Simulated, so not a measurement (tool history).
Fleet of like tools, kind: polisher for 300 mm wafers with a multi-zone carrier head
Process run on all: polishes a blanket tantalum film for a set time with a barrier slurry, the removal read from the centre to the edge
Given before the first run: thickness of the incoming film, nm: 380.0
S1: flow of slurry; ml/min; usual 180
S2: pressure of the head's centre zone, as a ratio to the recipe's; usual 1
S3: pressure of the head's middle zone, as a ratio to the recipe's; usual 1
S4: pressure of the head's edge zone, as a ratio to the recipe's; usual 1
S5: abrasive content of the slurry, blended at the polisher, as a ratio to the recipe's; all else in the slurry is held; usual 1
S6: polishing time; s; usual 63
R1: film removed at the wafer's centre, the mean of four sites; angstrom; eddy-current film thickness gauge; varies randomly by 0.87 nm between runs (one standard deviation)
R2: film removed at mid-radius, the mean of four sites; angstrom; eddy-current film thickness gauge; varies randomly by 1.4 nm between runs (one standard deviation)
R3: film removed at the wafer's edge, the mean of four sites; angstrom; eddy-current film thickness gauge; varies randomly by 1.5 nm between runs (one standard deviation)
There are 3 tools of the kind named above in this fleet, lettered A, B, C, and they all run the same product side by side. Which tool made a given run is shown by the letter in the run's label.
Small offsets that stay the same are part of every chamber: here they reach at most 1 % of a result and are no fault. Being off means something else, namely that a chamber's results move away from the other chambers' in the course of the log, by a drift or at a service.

run,hour,S1,S2,S3,S4,S5,S6,R1,R2,R3
1A,5.5,180,1,1,1,1,63,1003.6,988.4,1013.3
2C,10.9,180,1,1,1,1,63,988.6,970.78,990.47
3B,16.3,180,1,1,1,1,63,975.84,994.83,997.6
4B,21.4,180,1,1,1,1,63,1002.8,989.16,1005.4
5A,26.8,180,1,1,1,1,63,997.3,983.92,972.95
# hour 28.9: chamber A: centre zone pressure recalibrated
6C,32.9,180,1,1,1,1,63,974.95,975.15,980.1
7A,35.9,180,1,1,1,1,63,982.31,972.3,966.24
8B,42,180,1,1,1,1,63,982.38,979.67,971.41
9C,44.8,180,1,1,1,1,63,958.24,954.23,987.44
10A,47.7,180,1,1,1,1,63,979.58,979.71,1004
11C,50.8,180,1,1.1,1,1,63,953.39,1046.4,979.95
12B,56.3,180,1,1.1,1,1,63,973.84,1054.6,996.62
# hour 59.2: chamber B: edge zone pressure recalibrated
13C,61.4,180,1,1.1,1,1,63,948.95,1045.4,954.81
14B,66.7,180,1,1,0.92,1,80,1252,1254.3,1205.1
15A,69.5,180,1,1,0.92,1,80,1274.3,1240.9,1216.3
16A,73.6,180,1,1,0.92,1,80,1262.6,1287.6,1180
# hour 74.4: chamber B: worn pad replaced by a new one
17C,77.7,180,1,1,1,1,74,1092.5,1077.3,1099.5
18B,83.2,180,1,1,1,1,74,1154,1170.7,1186.5
19B,87.8,180,1,1,1,1,74,1167.7,1185.4,1159.2
20C,91.1,180,1.08,1.04,1,1,63,957.89,934.26,917.69

Next, all 3 chambers run the settings below, one line each with question marks for the results. What does each chamber give?
21A,95.5,180,1,1,1,1,63,?,?,?
21B,95.5,180,1,1,1,1,63,?,?,?
21C,95.5,180,1,1,1,1,63,?,?,?

run,R1,R2,R3
21A,978.91,990.6,990.38
21B,981.75,998.49,986.24
21C,905.02,918.65,926.55

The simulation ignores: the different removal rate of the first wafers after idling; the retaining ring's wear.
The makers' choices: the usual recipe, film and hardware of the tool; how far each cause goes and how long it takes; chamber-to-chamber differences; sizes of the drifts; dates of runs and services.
